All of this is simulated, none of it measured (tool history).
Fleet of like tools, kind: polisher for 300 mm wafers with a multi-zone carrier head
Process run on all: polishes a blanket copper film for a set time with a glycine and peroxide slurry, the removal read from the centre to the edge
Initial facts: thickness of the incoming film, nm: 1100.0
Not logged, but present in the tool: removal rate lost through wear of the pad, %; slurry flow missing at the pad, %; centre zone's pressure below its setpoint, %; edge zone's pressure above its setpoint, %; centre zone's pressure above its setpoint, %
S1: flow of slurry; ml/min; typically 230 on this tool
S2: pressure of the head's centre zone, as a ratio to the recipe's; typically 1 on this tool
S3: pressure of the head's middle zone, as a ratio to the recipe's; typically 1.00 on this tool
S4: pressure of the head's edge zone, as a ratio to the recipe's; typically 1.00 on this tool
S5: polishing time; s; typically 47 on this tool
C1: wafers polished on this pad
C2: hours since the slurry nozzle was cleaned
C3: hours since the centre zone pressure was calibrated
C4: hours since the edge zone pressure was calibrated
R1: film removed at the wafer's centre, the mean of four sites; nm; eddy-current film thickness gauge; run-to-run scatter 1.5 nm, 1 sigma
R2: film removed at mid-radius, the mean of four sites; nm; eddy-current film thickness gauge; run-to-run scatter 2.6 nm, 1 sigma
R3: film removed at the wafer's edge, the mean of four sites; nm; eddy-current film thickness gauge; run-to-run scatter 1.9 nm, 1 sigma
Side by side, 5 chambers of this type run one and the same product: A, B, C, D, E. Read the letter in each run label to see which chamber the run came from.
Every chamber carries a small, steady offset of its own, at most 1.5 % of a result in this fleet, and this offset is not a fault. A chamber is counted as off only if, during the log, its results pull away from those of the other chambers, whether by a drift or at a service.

At hour 5.8: chamber B: edge zone pressure recalibrated.
At hour 7.8: chamber A: worn pad replaced by a new one.
Run 1D, hour 8.4: usual settings; C1 496; C2 347.0; C3 719.2; C4 773.4. Result: R1 201.55 nm, R2 197.85 nm, R3 199.91 nm.
At hour 10.1: chamber B: worn pad replaced by a new one.
At hour 10.6: chamber C: worn pad replaced by a new one.
At hour 14.4: chamber D: worn pad replaced by a new one.
Run 2E, hour 17.1: usual settings; C1 1336; C2 891.0; C3 582.8; C4 93.0. Result: R1 196.84 nm, R2 203.33 nm, R3 201.77 nm.
At hour 18.3: chamber E: slurry nozzle cleaned.
Run 3C, hour 28.3: usual settings; C1 134; C2 240.7; C3 340.5; C4 219.3. Result: R1 198.41 nm, R2 196.72 nm, R3 198.25 nm.
Run 4A, hour 37.4: usual settings; C1 224; C2 735.4; C3 577.8; C4 208.9. Result: R1 202.05 nm, R2 201.56 nm, R3 201.23 nm.
Run 5B, hour 44.6: usual settings; C1 262; C2 444.5; C3 467.7; C4 38.8. Result: R1 202.83 nm, R2 200.57 nm, R3 201.70 nm.
At hour 45.2: chamber E: worn pad replaced by a new one.
Run 6C, hour 51.0: usual settings; C1 306; C2 263.4; C3 363.2; C4 242.0. Result: R1 202.58 nm, R2 194.90 nm, R3 199.62 nm.
Run 7E, hour 59.7: usual settings; C1 109; C2 41.4; C3 625.4; C4 135.6. Result: R1 200.99 nm, R2 199.71 nm, R3 202.80 nm.
Run 8B, hour 66.6: usual settings but S1 205 ml/min, S4 1.11; C1 428; C2 466.5; C3 489.7; C4 60.8. Result: R1 197.82 nm, R2 194.91 nm, R3 213.93 nm.
Run 9A, hour 72.8: usual settings but S1 205 ml/min, S4 1.11; C1 493; C2 770.8; C3 613.2; C4 244.3. Result: R1 197.46 nm, R2 196.32 nm, R3 206.36 nm.
At hour 80.3: chamber D: edge zone pressure recalibrated.
At hour 83.3: chamber D: worn pad replaced by a new one.
Run 10D, hour 84.3: usual settings but S1 205 ml/min, S4 1.11; C1 8; C2 422.9; C3 795.1; C4 4.1. Result: R1 200.10 nm, R2 195.26 nm, R3 212.30 nm.
Run 11E, hour 94.1: usual settings but S1 205 ml/min, S4 1.11; C1 370; C2 75.8; C3 659.8; C4 170.0. Result: R1 195.88 nm, R2 194.53 nm, R3 209.06 nm.
At hour 100.3: chamber B: worn pad replaced by a new one.
At hour 100.8: chamber C: slurry nozzle cleaned.
Run 12C, hour 102.0: usual settings but S1 205 ml/min, S4 1.11; C1 693; C2 1.3; C3 414.2; C4 293.0. Result: R1 198.04 nm, R2 191.40 nm, R3 210.03 nm.
Run 13B, hour 109.0: usual settings; C1 65; C2 508.9; C3 532.1; C4 103.2. Result: R1 201.51 nm, R2 198.53 nm, R3 204.63 nm.
Run 14D, hour 120.6: usual settings; C1 283; C2 459.2; C3 831.4; C4 40.4. Result: R1 201.41 nm, R2 203.22 nm, R3 202.64 nm.
Run 15A, hour 132.5: usual settings; C1 945; C2 830.5; C3 672.9; C4 304.0. Result: R1 202.39 nm, R2 197.43 nm, R3 197.29 nm.
Run 16B, hour 141.8: usual settings; C1 314; C2 541.7; C3 564.9; C4 136.0. Result: R1 202.46 nm, R2 201.49 nm, R3 199.21 nm.
At hour 143.2: chamber D: slurry nozzle cleaned.
At hour 150.9: chamber D: worn pad replaced by a new one.
Run 17D, hour 151.7: usual settings; C1 6; C2 8.5; C3 862.5; C4 71.5. Result: R1 201.18 nm, R2 196.91 nm, R3 204.25 nm.
Run 18A, hour 162.5: usual settings; C1 1172; C2 860.5; C3 702.9; C4 334.0. Result: R1 200.21 nm, R2 195.84 nm, R3 201.58 nm.
At hour 163.9: chamber D: centre zone pressure recalibrated.
At hour 164.9: chamber B: slurry nozzle cleaned.
Run 19C, hour 172.2: usual settings; C1 1225; C2 71.5; C3 484.4; C4 363.2. Result: R1 201.55 nm, R2 201.06 nm, R3 197.46 nm.
Run 20E, hour 181.7: usual settings; C1 1034; C2 163.4; C3 747.4; C4 257.6. Result: R1 199.08 nm, R2 196.95 nm, R3 200.25 nm.
At hour 186.3: chamber B: worn pad replaced by a new one.
Run 21D, hour 191.4: usual settings; C1 307; C2 48.2; C3 27.6; C4 111.2. Result: R1 186.20 nm, R2 201.45 nm, R3 203.08 nm.
At hour 192.5: chamber A: worn pad replaced by a new one.
Run 22A, hour 197.3: usual settings; C1 36; C2 895.3; C3 737.7; C4 368.8. Result: R1 198.22 nm, R2 199.78 nm, R3 196.92 nm.
At hour 201.0: chamber C: worn pad replaced by a new one.
Run 23E, hour 208.4: usual settings; C1 1236; C2 190.1; C3 774.1; C4 284.3. Result: R1 199.29 nm, R2 198.22 nm, R3 200.01 nm.
Run 24C, hour 218.6: usual settings; C1 134; C2 117.9; C3 530.8; C4 409.6. Result: R1 202.38 nm, R2 197.87 nm, R3 199.40 nm.
At hour 224.3: chamber D: worn pad replaced by a new one.
Run 25B, hour 228.7: usual settings; C1 321; C2 63.9; C3 651.8; C4 222.9. Result: R1 202.16 nm, R2 198.11 nm, R3 200.59 nm.
At hour 235.0: chamber E: worn pad replaced by a new one.
Run 26B, hour 238.1: usual settings; C1 392; C2 73.3; C3 661.2; C4 232.3. Result: R1 202.50 nm, R2 201.79 nm, R3 200.32 nm.
At hour 244.3: chamber A: edge zone pressure recalibrated.
At hour 246.9: chamber A: slurry nozzle cleaned.
Run 27A, hour 248.9: usual settings; C1 427; C2 2.1; C3 789.3; C4 4.7. Result: R1 200.81 nm, R2 198.44 nm, R3 201.13 nm.
Run 28C, hour 260.6: usual settings but S3 0.93, S5 36 s; C1 452; C2 159.9; C3 572.8; C4 451.6. Result: R1 154.57 nm, R2 143.51 nm, R3 153.38 nm.
At hour 262.8: chamber B: worn pad replaced by a new one.
Run 29D, hour 268.7: usual settings but S3 0.93, S5 36 s; C1 336; C2 125.5; C3 104.9; C4 188.5. Result: R1 143.14 nm, R2 143.55 nm, R3 155.64 nm.
Run 30E, hour 279.2: usual settings but S3 0.93, S5 36 s; C1 335; C2 260.9; C3 844.9; C4 355.1. Result: R1 154.11 nm, R2 144.01 nm, R3 152.50 nm.
Run 31E, hour 286.6: usual settings but S3 0.93, S5 36 s; C1 391; C2 268.3; C3 852.3; C4 362.5. Result: R1 152.07 nm, R2 144.56 nm, R3 153.93 nm.
Run 32B, hour 292.5: usual settings but S3 0.93, S5 36 s; C1 225; C2 127.7; C3 715.6; C4 286.7. Result: R1 152.98 nm, R2 145.38 nm, R3 155.15 nm.
At hour 294.0: chamber D: worn pad replaced by a new one.
Run 33A, hour 298.4: usual settings; C1 802; C2 51.6; C3 838.8; C4 54.2. Result: R1 201.56 nm, R2 201.89 nm, R3 203.35 nm.
Run 34D, hour 309.3: usual settings; C1 116; C2 166.1; C3 145.5; C4 229.1. Result: R1 188.24 nm, R2 197.24 nm, R3 202.56 nm.
Run 35C, hour 319.6: usual settings; C1 899; C2 218.9; C3 631.8; C4 510.6. Result: R1 198.88 nm, R2 194.13 nm, R3 197.29 nm.

One chamber off, gauge drift, or nothing amiss beyond the chambers' own small offsets? If it is a chamber, which one, and what is the likeliest cause?

The work done on chamber D during a service left it standing apart from the others.
Most likely cause: centre zone's pressure below its setpoint, % = 6.75.

Below are 4 candidate recipes for chamber D's next run, each the usual settings with a change, their results shown as question marks. Which of them brings D's results back in line with what the other chambers give on the usual settings?
In-line tolerance around the mean of the other chambers on the usual settings: R1 5.30 nm; R2 9.10 nm; R3 6.70 nm
Run 36D-1, hour 328.7: usual settings but S1 235 ml/min, S2 1.06, S3 0.99, S4 0.98. Result: R1 ?, R2 ?, R3 ?.
Run 36D-2, hour 328.7: usual settings but S1 225 ml/min, S2 0.94, S3 1.01, S4 1.02. Result: R1 ?, R2 ?, R3 ?.
Run 36D-3, hour 328.7: usual settings but S2 0.98, S4 1.01. Result: R1 ?, R2 ?, R3 ?.
Run 36D-4, hour 328.7: usual settings but S2 1.02, S4 0.99. Result: R1 ?, R2 ?, R3 ?.

Usual-settings mean across the other chambers: R1 200.79 nm; R2 199.74 nm; R3 200.28 nm
  run      R1      R2      R3
36D-1  201.10  199.75  199.74
36D-2  174.87  202.37  203.13
36D-3  183.78  201.09  202.52
36D-4  192.14  201.06  200.38
Change 36D-1 lands the chamber within the allowed miss of the other chambers.
